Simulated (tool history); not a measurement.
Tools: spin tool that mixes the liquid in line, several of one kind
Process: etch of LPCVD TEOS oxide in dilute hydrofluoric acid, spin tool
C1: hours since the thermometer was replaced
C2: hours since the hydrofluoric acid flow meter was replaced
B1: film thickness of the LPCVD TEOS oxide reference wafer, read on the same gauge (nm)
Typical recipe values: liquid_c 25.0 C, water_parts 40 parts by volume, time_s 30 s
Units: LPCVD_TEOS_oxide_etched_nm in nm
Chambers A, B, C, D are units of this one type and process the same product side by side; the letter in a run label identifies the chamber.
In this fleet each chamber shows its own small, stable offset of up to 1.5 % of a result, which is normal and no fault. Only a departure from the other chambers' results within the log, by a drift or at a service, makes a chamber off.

Run 1B, hour 11.7: usual settings; C1 1735.0; C2 1166.4; B1 89.959. Result: LPCVD_TEOS_oxide_etched_nm 28.144 nm.
Run 2C, hour 21.2: usual settings; C1 640.1; C2 384.7; B1 90.030. Result: LPCVD_TEOS_oxide_etched_nm 27.598 nm.
Run 3D, hour 30.8: usual settings; C1 884.0; C2 123.5; B1 90.009. Result: LPCVD_TEOS_oxide_etched_nm 27.609 nm.
Run 4A, hour 44.8: usual settings; C1 802.3; C2 811.8; B1 90.025. Result: LPCVD_TEOS_oxide_etched_nm 27.303 nm.
Run 5D, hour 54.3: usual settings; C1 907.5; C2 147.0; B1 90.043. Result: LPCVD_TEOS_oxide_etched_nm 27.851 nm.
Run 6A, hour 64.3: usual settings; C1 821.8; C2 831.3; B1 89.991. Result: LPCVD_TEOS_oxide_etched_nm 27.472 nm.
Run 7B, hour 79.0: usual settings; C1 1802.3; C2 1233.7; B1 89.948. Result: LPCVD_TEOS_oxide_etched_nm 27.533 nm.
Run 8C, hour 91.0: usual settings; C1 709.9; C2 454.5; B1 89.983. Result: LPCVD_TEOS_oxide_etched_nm 27.510 nm.
Run 9C, hour 100.0: usual settings; C1 718.9; C2 463.5; B1 90.011. Result: LPCVD_TEOS_oxide_etched_nm 27.096 nm.
Run 10A, hour 107.2: usual settings; C1 864.7; C2 874.2; B1 90.036. Result: LPCVD_TEOS_oxide_etched_nm 27.489 nm.
At hour 120.1: chamber B: hydrofluoric acid flow meter replaced.
Run 11B, hour 122.1: usual settings but liquid_c 27.5 C, water_parts 45 parts by volume; C1 1845.4; C2 2.1; B1 90.031. Result: LPCVD_TEOS_oxide_etched_nm 26.813 nm.
Run 12D, hour 136.7: usual settings but liquid_c 27.5 C, water_parts 45 parts by volume; C1 989.9; C2 229.4; B1 90.006. Result: LPCVD_TEOS_oxide_etched_nm 27.066 nm.
Run 13B, hour 148.5: usual settings but liquid_c 27.5 C, water_parts 45 parts by volume; C1 1871.8; C2 28.5; B1 89.999. Result: LPCVD_TEOS_oxide_etched_nm 27.346 nm.
Run 14A, hour 157.0: usual settings but liquid_c 27.5 C, water_parts 45 parts by volume; C1 914.5; C2 924.0; B1 89.992. Result: LPCVD_TEOS_oxide_etched_nm 26.574 nm.
Run 15C, hour 170.2: usual settings; C1 789.1; C2 533.7; B1 90.026. Result: LPCVD_TEOS_oxide_etched_nm 27.541 nm.
Run 16D, hour 178.2: usual settings; C1 1031.4; C2 270.9; B1 90.027. Result: LPCVD_TEOS_oxide_etched_nm 27.946 nm.
Run 17B, hour 186.0: usual settings; C1 1909.3; C2 66.0; B1 89.995. Result: LPCVD_TEOS_oxide_etched_nm 27.854 nm.
Run 18D, hour 194.0: usual settings; C1 1047.2; C2 286.7; B1 89.967. Result: LPCVD_TEOS_oxide_etched_nm 27.274 nm.
Run 19C, hour 209.0: usual settings; C1 827.9; C2 572.5; B1 89.968. Result: LPCVD_TEOS_oxide_etched_nm 27.342 nm.
Run 20A, hour 216.0: usual settings but water_parts 30 parts by volume; C1 973.5; C2 983.0; B1 90.069. Result: LPCVD_TEOS_oxide_etched_nm 36.623 nm.
Run 21B, hour 224.1: usual settings but water_parts 30 parts by volume; C1 1947.4; C2 104.1; B1 89.938. Result: LPCVD_TEOS_oxide_etched_nm 38.113 nm.
Run 22C, hour 232.6: usual settings but water_parts 30 parts by volume; C1 851.5; C2 596.1; B1 90.010. Result: LPCVD_TEOS_oxide_etched_nm 37.470 nm.
Run 23D, hour 241.7: usual settings but water_parts 30 parts by volume; C1 1094.9; C2 334.4; B1 90.012. Result: LPCVD_TEOS_oxide_etched_nm 37.092 nm.
Run 24A, hour 249.7: usual settings; C1 1007.2; C2 1016.7; B1 89.993. Result: LPCVD_TEOS_oxide_etched_nm 27.587 nm.
Run 25C, hour 260.4: usual settings; C1 879.3; C2 623.9; B1 89.989. Result: LPCVD_TEOS_oxide_etched_nm 27.563 nm.
Run 26B, hour 271.6: usual settings; C1 1994.9; C2 151.6; B1 90.033. Result: LPCVD_TEOS_oxide_etched_nm 27.743 nm.
Run 27A, hour 282.8: usual settings; C1 1040.3; C2 1049.8; B1 90.022. Result: LPCVD_TEOS_oxide_etched_nm 26.800 nm.
Run 28D, hour 290.5: usual settings; C1 1143.7; C2 383.2; B1 89.990. Result: LPCVD_TEOS_oxide_etched_nm 27.680 nm.
Run 29D, hour 300.9: usual settings; C1 1154.1; C2 393.6; B1 89.980. Result: LPCVD_TEOS_oxide_etched_nm 27.460 nm.
Run 30B, hour 314.5: usual settings; C1 2037.8; C2 194.5; B1 90.024. Result: LPCVD_TEOS_oxide_etched_nm 27.378 nm.
Run 31C, hour 328.7: usual settings; C1 947.6; C2 692.2; B1 90.027. Result: LPCVD_TEOS_oxide_etched_nm 27.476 nm.
At hour 336.3: chamber D: thermometer replaced.
Run 32A, hour 336.4: usual settings; C1 1093.9; C2 1103.4; B1 89.996. Result: LPCVD_TEOS_oxide_etched_nm 26.416 nm.
Run 33C, hour 343.6: usual settings; C1 962.5; C2 707.1; B1 90.005. Result: LPCVD_TEOS_oxide_etched_nm 27.376 nm.
Run 34D, hour 356.7: usual settings; C1 20.4; C2 449.4; B1 90.023. Result: LPCVD_TEOS_oxide_etched_nm 27.574 nm.
Run 35B, hour 365.6: usual settings; C1 2088.9; C2 245.6; B1 90.014. Result: LPCVD_TEOS_oxide_etched_nm 27.310 nm.
Run 36A, hour 378.0: usual settings; C1 1135.5; C2 1145.0; B1 89.991. Result: LPCVD_TEOS_oxide_etched_nm 26.487 nm.
Run 37A, hour 385.3: usual settings; C1 1142.8; C2 1152.3; B1 90.008. Result: LPCVD_TEOS_oxide_etched_nm 26.122 nm.
Run 38B, hour 399.5: usual settings; C1 2122.8; C2 279.5; B1 89.950. Result: LPCVD_TEOS_oxide_etched_nm 27.522 nm.

Does one chamber stand apart from the rest, does the shared gauge drift, or is all well apart from small per-chamber offsets? Give the chamber and the most likely cause, where there is one.

Little by little, chamber A moves away from the other chambers.
Most likely cause: liquid colder than its thermometer reads (K) = 1.21.
The log might look much the same if the cause were instead: hydrofluoric acid flow below the setpoint (%).

Chamber A could run next with any of the 4 candidate recipes listed below; each alters the usual settings, and their results appear as question marks. Which one brings its results back in line with what the other chambers deliver on the usual settings?
In line means no further than this from the other chambers' mean on the usual settings: LPCVD_TEOS_oxide_etched_nm 0.880 nm
Run 39A-1, hour 410.4: usual settings but liquid_c 22.5 C. Result: LPCVD_TEOS_oxide_etched_nm ?.
Run 39A-2, hour 410.4: usual settings but liquid_c 27.5 C. Result: LPCVD_TEOS_oxide_etched_nm ?.
Run 39A-3, hour 410.4: usual settings but liquid_c 26.5 C. Result: LPCVD_TEOS_oxide_etched_nm ?.
Run 39A-4, hour 410.4: usual settings but liquid_c 23.5 C. Result: LPCVD_TEOS_oxide_etched_nm ?.

What the other chambers average on the usual settings: LPCVD_TEOS_oxide_etched_nm 27.563 nm
  run  LPCVD_TEOS_oxide_etched_nm
39A-1                      23.539
39A-2                      28.988
39A-3                      27.814
39A-4                      24.554
Change 39A-3 lands the chamber within the allowed miss of the other chambers.
